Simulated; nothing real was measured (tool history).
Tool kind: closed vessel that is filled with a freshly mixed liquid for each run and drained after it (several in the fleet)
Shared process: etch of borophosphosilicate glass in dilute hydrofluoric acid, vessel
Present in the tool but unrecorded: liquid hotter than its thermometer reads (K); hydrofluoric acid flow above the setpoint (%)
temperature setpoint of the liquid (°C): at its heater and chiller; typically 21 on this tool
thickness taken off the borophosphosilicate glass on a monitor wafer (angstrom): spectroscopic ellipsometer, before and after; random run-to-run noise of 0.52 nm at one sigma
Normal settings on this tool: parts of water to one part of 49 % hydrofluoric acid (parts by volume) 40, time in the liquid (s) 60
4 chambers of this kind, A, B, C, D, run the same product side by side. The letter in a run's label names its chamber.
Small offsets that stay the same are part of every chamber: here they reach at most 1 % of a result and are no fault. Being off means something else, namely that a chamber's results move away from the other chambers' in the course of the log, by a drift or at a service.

run	day	temperature setpoint of the liquid (°C)	parts of water to one part of 49 % hydrofluoric acid (parts by volume)	time in the liquid (s)	hours since the thermometer was replaced	hours since the hydrofluoric acid flow meter was replaced	read-back film thickness of the borophosphosilicate glass reference wafer, read on the same gauge (nm)	thickness taken off the borophosphosilicate glass on a monitor wafer (angstrom)
1B	0.229	21	40	60	609.7	1248.5	49.983	859.92
# day 0.275: chamber D: thermometer replaced
2D	0.446	21	40	60	4.2	225.8	50.013	872.64
3A	0.688	21	40	60	304.4	2286.8	49.974	854.8
4C	0.879	21	40	60	1368.2	674	49.996	871.17
5D	1.117	21	20	35	20.3	241.9	49.96	1022.7
6A	1.262	21	20	35	318.2	2300.6	49.979	1032.9
7C	1.412	21	20	35	1381	686.8	49.993	1049.2
8B	1.604	21	20	35	642.7	1281.5	50.041	1026.8
9D	1.733	21	40	60	35.1	256.7	49.97	878.62
10B	1.854	21	40	60	648.7	1287.5	49.966	860.21
11C	2.054	21	40	60	1396.4	702.2	49.974	872.23
12A	2.254	21	25	95	342	2324.4	50.007	2230.1
13D	2.379	21	25	95	50.6	272.2	49.987	2207.9
14A	2.533	21	25	95	348.7	2331.1	50.042	2252
15B	2.658	21	25	95	668	1306.8	49.977	2214.1
16C	2.796	21	55	60	1414.2	720	49.991	624.51
17D	2.992	21	55	60	65.3	286.9	49.987	626.49
18A	3.267	21	55	60	366.3	2348.7	49.982	608.73
19C	3.417	21	55	60	1429.1	734.9	49.998	630.56
20B	3.7	21	40	60	693	1331.8	50.003	854.8
21C	3.942	19	40	30	1441.7	747.5	50.036	407.01
22B	4.2	19	40	30	705	1343.8	50.001	390.52
23A	4.333	19	40	30	391.9	2374.3	50.004	393
24D	4.496	19	40	30	101.4	323	50.013	398.96
25D	4.617	21	40	60	104.3	325.9	49.999	879.06
26B	4.829	21	40	60	720.1	1358.9	49.975	862.72
27A	4.988	21	40	60	407.6	2390	50.009	857.35
28C	5.125	21	40	60	1470.1	775.9	49.972	888.91
29C	5.329	21	40	60	1475	780.8	50.008	892.99
30D	5.533	24.5	50	60	126.3	347.9	49.97	802.83
31B	5.683	24.5	50	60	740.6	1379.4	49.963	790.79
32A	5.817	24.5	50	60	427.5	2409.9	50.002	793.25
33B	6.021	24.5	50	60	748.7	1387.5	50.026	785.36
34D	6.279	21	40	60	144.2	365.8	50.027	872.61
35C	6.517	21	40	60	1503.5	809.3	50.006	908.28
36A	6.746	21	40	60	449.8	2432.2	50	860.01
37B	6.904	21	40	60	769.9	1408.7	50.001	857.31

Is one chamber off against the others, does the gauge drift, or is nothing wrong? If a chamber is off, say which, and what the likeliest cause is.

It is chamber C that slowly wanders off from its peers.
What lies behind it: hydrofluoric acid flow above the setpoint (%) = 4.27.
With only this log, it may be confused with: liquid hotter than its thermometer reads (K).

Here are 4 candidates for chamber C's next run, each the usual settings with a change, their results left as question marks. Which one brings its results back in line with what the others give on the usual settings?
Counts as in line when no further than this from what the other chambers average on the usual settings: thickness taken off the borophosphosilicate glass on a monitor wafer (angstrom) 18
38C-1	7.108	21.5	40	65				?
38C-2	7.108	21	40	55				?
38C-3	7.108	20	40	60				?
38C-4	7.108	22	40	60				?

What the other chambers average on the usual settings: thickness taken off the borophosphosilicate glass on a monitor wafer (angstrom) 862.64
run	thickness taken off the borophosphosilicate glass on a monitor wafer (angstrom)
38C-1	1003.8
38C-2	831.56
38C-3	869.3
38C-4	946.37
38C-3 puts the chamber back in line with the other chambers.

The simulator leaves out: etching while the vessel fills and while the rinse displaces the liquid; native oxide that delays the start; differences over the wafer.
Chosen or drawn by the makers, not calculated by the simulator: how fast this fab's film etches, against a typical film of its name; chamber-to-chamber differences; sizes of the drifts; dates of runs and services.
